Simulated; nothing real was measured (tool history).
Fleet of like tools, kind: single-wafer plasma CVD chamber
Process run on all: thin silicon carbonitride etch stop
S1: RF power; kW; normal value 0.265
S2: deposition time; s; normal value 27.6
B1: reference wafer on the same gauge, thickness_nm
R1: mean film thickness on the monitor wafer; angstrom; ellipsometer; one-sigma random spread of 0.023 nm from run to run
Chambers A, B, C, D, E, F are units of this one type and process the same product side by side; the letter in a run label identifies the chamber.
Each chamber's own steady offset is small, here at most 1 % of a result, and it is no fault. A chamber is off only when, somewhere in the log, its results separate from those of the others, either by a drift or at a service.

run     day     S1    S2      B1      R1
 1A   0.288  0.265  27.6  18.003  171.04
 2C   0.746  0.265  27.6  17.994  170.37
 3F   1.054  0.265  27.6  17.994  171.12
 4E    1.45  0.265  27.6   17.99  171.07
 5D   1.762  0.265  27.6  17.982  170.45
 6B   2.262   0.31  22.9  17.985  147.75
 7E   2.583   0.31  22.9  17.977  148.47
 8D   2.983   0.31  22.9  17.982  147.97
 9B   3.379   0.31  22.9  17.981   148.2
10A   3.704   0.31  22.9  17.979  148.51
11F   4.221   0.31  22.9  17.971  148.35
12C   4.517  0.265  25.7  17.977  158.47
13C    4.85  0.265  25.7  17.975  157.83
14A   5.271  0.265  25.7  17.963  158.64
15B   5.712  0.265  25.7  17.965  158.16
16E   6.021  0.265  25.7  17.964  159.06
17D   6.462  0.265  25.7  17.959  158.42
18F   6.888  0.295  22.4  17.965  143.04
19B   7.288  0.295  22.4  17.957  141.89
20E   7.546  0.295  22.4  17.957  142.95
21C       8  0.295  22.4   17.95   142.4
22D   8.488  0.295  22.4  17.955  142.52
23F   8.883  0.295  22.4  17.941  142.76
24A   9.317  0.265  30.6  17.942  189.27
25D   9.608  0.265  30.6  17.946  188.34
26B   9.883  0.265  30.6  17.943  188.51
27A  10.362  0.265  30.6  17.938  188.85
28F  10.817  0.265  30.6  17.938  188.72
29E  11.329  0.265  30.6   17.93  189.47
30C  11.662  0.265  27.6  17.927  169.37
31A  12.162  0.265  27.6  17.924  169.99
32C  12.512  0.265  27.6  17.918  169.19
33D   12.95  0.265  27.6  17.918   170.1
34F  13.408  0.265  27.6  17.913  170.42
35E  13.721  0.245  31.4  17.915  189.53
36B  13.992  0.245  31.4  17.912  188.06
37A  14.233  0.245  31.4  17.911  189.11
38E  14.638  0.245  31.4  17.908  189.13
39B  15.117  0.245  31.4  17.908  188.16
40D  15.346  0.245  31.4  17.905  189.27

What goes on in this fleet: one chamber off, a drifting gauge, or nothing beyond the chambers' own small offsets? Name the chamber and the cause, if any.

Gauge drift. The chambers move together only on paper, and none stands off.
Likeliest cause: gauge reads low (%) = 0.544.
